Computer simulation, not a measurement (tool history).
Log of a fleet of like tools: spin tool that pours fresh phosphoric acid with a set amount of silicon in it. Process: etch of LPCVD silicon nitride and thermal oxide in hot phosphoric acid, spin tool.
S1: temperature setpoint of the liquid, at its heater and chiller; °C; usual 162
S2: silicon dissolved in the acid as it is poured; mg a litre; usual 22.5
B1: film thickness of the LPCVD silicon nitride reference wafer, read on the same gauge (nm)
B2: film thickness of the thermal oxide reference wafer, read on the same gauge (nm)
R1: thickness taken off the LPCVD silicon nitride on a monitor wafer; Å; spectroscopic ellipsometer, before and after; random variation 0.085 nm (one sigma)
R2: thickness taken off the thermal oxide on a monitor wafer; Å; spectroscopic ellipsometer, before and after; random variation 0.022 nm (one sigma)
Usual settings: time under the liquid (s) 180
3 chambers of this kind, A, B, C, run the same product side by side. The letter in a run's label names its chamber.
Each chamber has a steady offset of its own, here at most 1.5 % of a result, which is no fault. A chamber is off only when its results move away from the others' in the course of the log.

{"run": "1A", "hour": 2.3, "S1": 162, "S2": 22.5, "time under the liquid (s)": 180, "B1": 119.95, "B2": 30.008, "R1": 183.0, "R2": 3.5313}
{"run": "2C", "hour": 4.8, "S1": 162, "S2": 22.5, "time under the liquid (s)": 180, "B1": 120.03, "B2": 30.012, "R1": 180.67, "R2": 3.2054}
{"run": "3B", "hour": 8.1, "S1": 162, "S2": 22.5, "time under the liquid (s)": 180, "B1": 119.98, "B2": 30.013, "R1": 181.22, "R2": 3.8764}
{"run": "4A", "hour": 10.8, "S1": 162, "S2": 22.5, "time under the liquid (s)": 180, "B1": 119.99, "B2": 29.995, "R1": 181.94, "R2": 3.4073}
{"run": "5B", "hour": 15.1, "S1": 162, "S2": 22.5, "time under the liquid (s)": 180, "B1": 120.02, "B2": 29.97, "R1": 180.81, "R2": 3.7441}
{"run": "6C", "hour": 18.9, "S1": 162, "S2": 22.5, "time under the liquid (s)": 180, "B1": 119.95, "B2": 29.994, "R1": 180.11, "R2": 3.3321}
{"run": "7C", "hour": 22.0, "S1": 162, "S2": 22.5, "time under the liquid (s)": 180, "B1": 120.05, "B2": 30.011, "R1": 180.39, "R2": 3.6684}
{"run": "8B", "hour": 24.4, "S1": 162, "S2": 22.5, "time under the liquid (s)": 180, "B1": 119.95, "B2": 30.005, "R1": 181.41, "R2": 3.2342}
{"run": "9A", "hour": 28.9, "S1": 162, "S2": 22.5, "time under the liquid (s)": 180, "B1": 119.97, "B2": 29.982, "R1": 182.23, "R2": 3.5248}
{"run": "10C", "hour": 31.2, "S1": 162, "S2": 22.5, "time under the liquid (s)": 180, "B1": 119.97, "B2": 30.023, "R1": 181.24, "R2": 3.5197}
{"run": "11A", "hour": 35.6, "S1": 162, "S2": 22.5, "time under the liquid (s)": 180, "B1": 119.98, "B2": 30.003, "R1": 181.64, "R2": 3.3114}
{"run": "12B", "hour": 38.0, "S1": 162, "S2": 22.5, "time under the liquid (s)": 180, "B1": 119.99, "B2": 30.014, "R1": 179.85, "R2": 3.4723}
{"run": "13B", "hour": 42.3, "S1": 162, "S2": 22.5, "time under the liquid (s)": 180, "B1": 120.01, "B2": 30.021, "R1": 181.17, "R2": 3.3743}
{"run": "14A", "hour": 44.6, "S1": 162, "S2": 22.5, "time under the liquid (s)": 180, "B1": 120.0, "B2": 29.997, "R1": 182.86, "R2": 3.2391}
{"run": "15C", "hour": 46.8, "S1": 162, "S2": 22.5, "time under the liquid (s)": 180, "B1": 119.99, "B2": 29.99, "R1": 179.31, "R2": 3.2574}
{"run": "16A", "hour": 50.9, "S1": 162, "S2": 22.5, "time under the liquid (s)": 180, "B1": 120.03, "B2": 30.015, "R1": 181.48, "R2": 3.4946}
{"run": "17B", "hour": 53.7, "S1": 162, "S2": 22.5, "time under the liquid (s)": 180, "B1": 120.05, "B2": 30.013, "R1": 180.62, "R2": 3.2805}
{"run": "18C", "hour": 58.3, "S1": 162, "S2": 22.5, "time under the liquid (s)": 180, "B1": 120.03, "B2": 30.012, "R1": 179.14, "R2": 3.5226}
{"run": "19A", "hour": 62.1, "S1": 162, "S2": 22.5, "time under the liquid (s)": 180, "B1": 119.98, "B2": 30.01, "R1": 181.11, "R2": 3.3673}
{"run": "20C", "hour": 67.1, "S1": 162, "S2": 22.5, "time under the liquid (s)": 180, "B1": 119.95, "B2": 30.013, "R1": 180.2, "R2": 3.5369}
{"run": "21B", "hour": 69.9, "S1": 162, "S2": 22.5, "time under the liquid (s)": 180, "B1": 120.02, "B2": 29.983, "R1": 181.35, "R2": 3.2311}
{"run": "22B", "hour": 73.3, "S1": 162, "S2": 22.5, "time under the liquid (s)": 125, "B1": 119.98, "B2": 30.015, "R1": 125.45, "R2": 2.2975}
{"run": "23C", "hour": 78.3, "S1": 162, "S2": 22.5, "time under the liquid (s)": 125, "B1": 119.96, "B2": 29.989, "R1": 126.1, "R2": 2.3241}
{"run": "24A", "hour": 81.2, "S1": 162, "S2": 22.5, "time under the liquid (s)": 125, "B1": 119.95, "B2": 30.003, "R1": 126.06, "R2": 2.2027}
{"run": "25C", "hour": 84.9, "S1": 162, "S2": 22.5, "time under the liquid (s)": 180, "B1": 119.98, "B2": 29.999, "R1": 178.55, "R2": 3.2351}
{"run": "26B", "hour": 89.8, "S1": 161, "S2": 22.5, "time under the liquid (s)": 125, "B1": 119.99, "B2": 30.013, "R1": 121.53, "R2": 2.4996}
{"run": "27A", "hour": 92.1, "S1": 161, "S2": 22.5, "time under the liquid (s)": 125, "B1": 120.0, "B2": 30.023, "R1": 122.96, "R2": 2.1994}
{"run": "28C", "hour": 97.0, "S1": 161, "S2": 22.5, "time under the liquid (s)": 125, "B1": 120.01, "B2": 30.026, "R1": 122.37, "R2": 2.3677}
{"run": "29B", "hour": 100.5, "S1": 162, "S2": 31.0, "time under the liquid (s)": 235, "B1": 120.02, "B2": 30.001, "R1": 234.45, "R2": 3.1228}
{"run": "30A", "hour": 104.2, "S1": 162, "S2": 31.0, "time under the liquid (s)": 235, "B1": 120.01, "B2": 29.994, "R1": 237.38, "R2": 3.5732}
{"run": "31B", "hour": 106.3, "S1": 162, "S2": 31.0, "time under the liquid (s)": 235, "B1": 119.99, "B2": 30.01, "R1": 235.59, "R2": 3.7222}

Is one chamber off against the others, does the gauge drift, or is nothing wrong? If a chamber is off, say which, and what the likeliest cause is.

No chamber stands off beyond its own small offset, and the gauge holds steady.
